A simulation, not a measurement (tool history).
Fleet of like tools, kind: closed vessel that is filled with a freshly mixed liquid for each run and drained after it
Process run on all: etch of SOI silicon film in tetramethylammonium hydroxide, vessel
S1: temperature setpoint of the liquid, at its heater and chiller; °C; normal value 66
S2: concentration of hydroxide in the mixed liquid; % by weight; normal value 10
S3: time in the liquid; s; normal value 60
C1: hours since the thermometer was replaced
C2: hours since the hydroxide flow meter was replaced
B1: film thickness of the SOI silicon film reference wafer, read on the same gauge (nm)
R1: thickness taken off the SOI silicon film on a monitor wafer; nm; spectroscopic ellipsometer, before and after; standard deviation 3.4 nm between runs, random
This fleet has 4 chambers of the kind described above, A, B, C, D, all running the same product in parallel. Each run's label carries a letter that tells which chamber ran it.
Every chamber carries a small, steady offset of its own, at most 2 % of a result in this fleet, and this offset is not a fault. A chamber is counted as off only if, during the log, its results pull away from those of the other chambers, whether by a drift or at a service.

run,hour,S1,S2,S3,C1,C2,B1,R1
1A,3.9,66,10,60,1377.9,1108.4,90.005,335.14
2B,9.4,66,10,60,380.3,1031.0,89.987,345.17
3D,12.2,66,10,60,735.2,195.9,90.005,332.73
# hour 17.3: chamber D: thermometer replaced
4C,17.4,66,10,60,995.4,524.0,89.972,344.96
5A,20.5,66,10,60,1394.5,1125.0,90.024,336.01
6B,25.6,66,10,60,396.5,1047.2,90.027,339.82
7D,30.4,66,10,60,13.1,214.1,90.007,342.03
8C,35.4,66,10,60,1013.4,542.0,89.995,347.14
9B,38.0,66,10,60,408.9,1059.6,89.988,343.56
10C,42.8,66,10,60,1020.8,549.4,89.995,345.11
11A,46.6,66,10,60,1420.6,1151.1,89.997,340.66
12D,51.9,66,10,85,34.6,235.6,90.012,477.95
13B,56.3,66,10,85,427.2,1077.9,89.969,484.72
14D,61.5,66,10,85,44.2,245.2,89.998,486.50
15C,65.2,66,10,85,1043.2,571.8,90.005,499.83
16A,70.7,66,10,60,1444.7,1175.2,89.983,336.28
17A,73.8,66,10,60,1447.8,1178.3,90.013,338.87
18C,78.0,66,10,60,1056.0,584.6,89.993,351.99
19B,82.1,66,10,60,453.0,1103.7,90.001,341.03
20D,84.6,66,10,60,67.3,268.3,89.981,343.25
21C,89.3,66,10,60,1067.3,595.9,90.004,367.43
22A,94.0,66,10,60,1468.0,1198.5,89.993,337.81
23B,98.3,66,10,60,469.2,1119.9,89.998,338.33
24D,102.7,66,10,60,85.4,286.4,90.013,345.77
25C,105.8,66,10,60,1083.8,612.4,89.996,366.66
26B,108.8,66,10,60,479.7,1130.4,89.993,339.31
27A,113.2,66,10,60,1487.2,1217.7,89.983,338.52
28D,116.8,66,10,60,99.5,300.5,89.986,343.00
29A,121.0,66,10,60,1495.0,1225.5,89.990,339.20
30B,124.4,66,10,60,495.3,1146.0,89.984,338.66
31D,128.6,66,10,60,111.3,312.3,90.003,344.15
32C,134.0,66,10,60,1112.0,640.6,90.005,374.89
33D,138.4,60,10,75,121.1,322.1,90.011,300.29
34A,142.4,60,10,75,1516.4,1246.9,90.020,290.86
35C,145.8,60,10,75,1123.8,652.4,89.997,330.55
36B,148.3,60,10,75,519.2,1169.9,89.984,293.19
37C,151.9,66,10,60,1129.9,658.5,90.010,382.68
38D,155.0,66,10,60,137.7,338.7,89.996,341.21
39B,159.8,66,10,60,530.7,1181.4,90.003,337.32
40A,164.4,58,10,35,1538.4,1268.9,90.008,119.36
41D,168.5,58,10,35,151.2,352.2,90.008,123.55
42A,171.3,58,10,35,1545.3,1275.8,90.000,123.02

The same settings go to every chamber for the next run, one line per chamber below. Forecast the results for each:
43A,175.4,66,10,80,,,,?
43B,175.4,66,10,80,,,,?
43C,175.4,66,10,80,,,,?
43D,175.4,66,10,80,,,,?

run,R1
43A,455.13
43B,455.17
43C,520.73
43D,453.22

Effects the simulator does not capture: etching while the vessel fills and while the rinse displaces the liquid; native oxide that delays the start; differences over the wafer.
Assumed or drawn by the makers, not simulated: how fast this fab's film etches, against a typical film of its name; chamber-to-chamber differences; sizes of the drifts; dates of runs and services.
